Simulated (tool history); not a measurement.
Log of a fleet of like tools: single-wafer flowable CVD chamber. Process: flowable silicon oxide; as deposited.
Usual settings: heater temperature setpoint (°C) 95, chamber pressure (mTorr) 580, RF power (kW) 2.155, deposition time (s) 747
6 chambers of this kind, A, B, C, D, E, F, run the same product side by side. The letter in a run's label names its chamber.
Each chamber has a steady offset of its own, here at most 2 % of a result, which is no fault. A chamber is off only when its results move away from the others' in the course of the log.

run	hour	heater temperature setpoint (°C)	chamber pressure (mTorr)	RF power (kW)	deposition time (s)	hours since the last thermocouple change	hours since the last RF generator calibration	hours since the last manometer calibration	read-back reference wafer on the same gauge, thickness_nm	mean film thickness on the monitor wafer (nm)
1E	9	95	580	2.155	747	767.4	701.8	506.2	409.99	353.69
2B	14.1	95	580	2.155	747	158.4	1295.2	418.1	409.92	350.46
3C	20.2	95	580	2.155	747	1256.5	58.4	627.1	409.85	348.72
4A	29	95	580	2.155	747	1707.3	450.2	823.7	409.78	348.88
5F	36.5	95	580	2.155	747	841.9	1200	325.7	409.8	348.75
6D	44.9	95	580	2.155	747	1515.2	1700.9	1534.2	409.63	345.19
7B	53.4	95	580	2.155	747	197.7	1334.5	457.4	409.7	349.31
8A	62.7	95	580	2.155	747	1741	483.9	857.4	409.65	348.1
9C	67.7	95	580	2.155	747	1304	105.9	674.6	409.69	348.6
10E	77.3	95	580	2.155	747	835.7	770.1	574.5	409.5	353.57
11D	82.4	95	580	2.155	747	1552.7	1738.4	1571.7	409.57	344.88
12F	87.9	95	580	2.155	747	893.3	1251.4	377.1	409.48	347.86
13F	94.2	95	580	2.155	747	899.6	1257.7	383.4	409.35	348.41
14B	99.8	95	580	2.155	747	244.1	1380.9	503.8	409.41	349.7
15E	109	95	580	2.155	747	867.4	801.8	606.2	409.31	353.29
16D	114.8	95	580	2.155	747	1585.1	1770.8	1604.1	409.32	345.07
17A	122.4	95	580	2.155	747	1800.7	543.6	917.1	409.22	347.84
18C	126.8	95	580	2.155	695	1363.1	165	733.7	409.19	324.45
19F	133.3	95	580	2.155	695	938.7	1296.8	422.5	409.2	323.93
20E	143	95	580	2.155	695	901.4	835.8	640.2	409.05	328.18
21D	147.5	95	580	2.155	695	1617.8	1803.5	1636.8	409.01	321.02
22C	156.8	95	580	2.155	695	1393.1	195	763.7	408.96	323.75
23A	161.9	95	580	2.155	695	1840.2	583.1	956.6	409.04	323.5
24B	168.5	107	580	2.155	747	312.8	1449.6	572.5	408.82	233.68
25D	173.7	107	580	2.155	747	1644	1829.7	1663	408.95	232.35
26E	180.8	107	580	2.155	747	939.2	873.6	678	408.87	238.43
27F	190.6	107	580	2.155	747	996	1354.1	479.8	408.89	233.62
28B	200.4	107	580	2.155	747	344.7	1481.5	604.4	408.84	232.64
29C	205	107	580	2.155	747	1441.3	243.2	811.9	408.79	234.74
30A	211.3	95	580	2.155	747	1889.6	632.5	1006	408.73	347.65
31E	219.7	95	701	2.155	747	978.1	912.5	716.9	408.63	456.07
32C	224.4	95	701	2.155	747	1460.7	262.6	831.3	408.59	451.66
33A	233.4	95	701	2.155	747	1911.7	654.6	1028.1	408.49	448.57
34B	242.9	95	701	2.155	747	387.2	1524	646.9	408.51	451.61
35F	249.8	95	701	2.155	747	1055.2	1413.3	539	408.48	452.13
36D	259.2	95	701	2.155	747	1729.5	1915.2	1748.5	408.34	445.5
37A	264	95	580	2.155	747	1942.3	685.2	1058.7	408.28	347.21
38C	272.2	95	580	2.155	747	1508.5	310.4	879.1	408.39	347.18

All 6 chambers run these settings next. Forecast each chamber's results:
39A	279.2	95	580	1.905	747					?
39B	279.2	95	580	1.905	747					?
39C	279.2	95	580	1.905	747					?
39D	279.2	95	580	1.905	747					?
39E	279.2	95	580	1.905	747					?
39F	279.2	95	580	1.905	747					?

run	mean film thickness on the monitor wafer (nm)
39A	338.61
39B	339.88
39C	339.42
39D	335.66
39E	343.31
39F	339.18
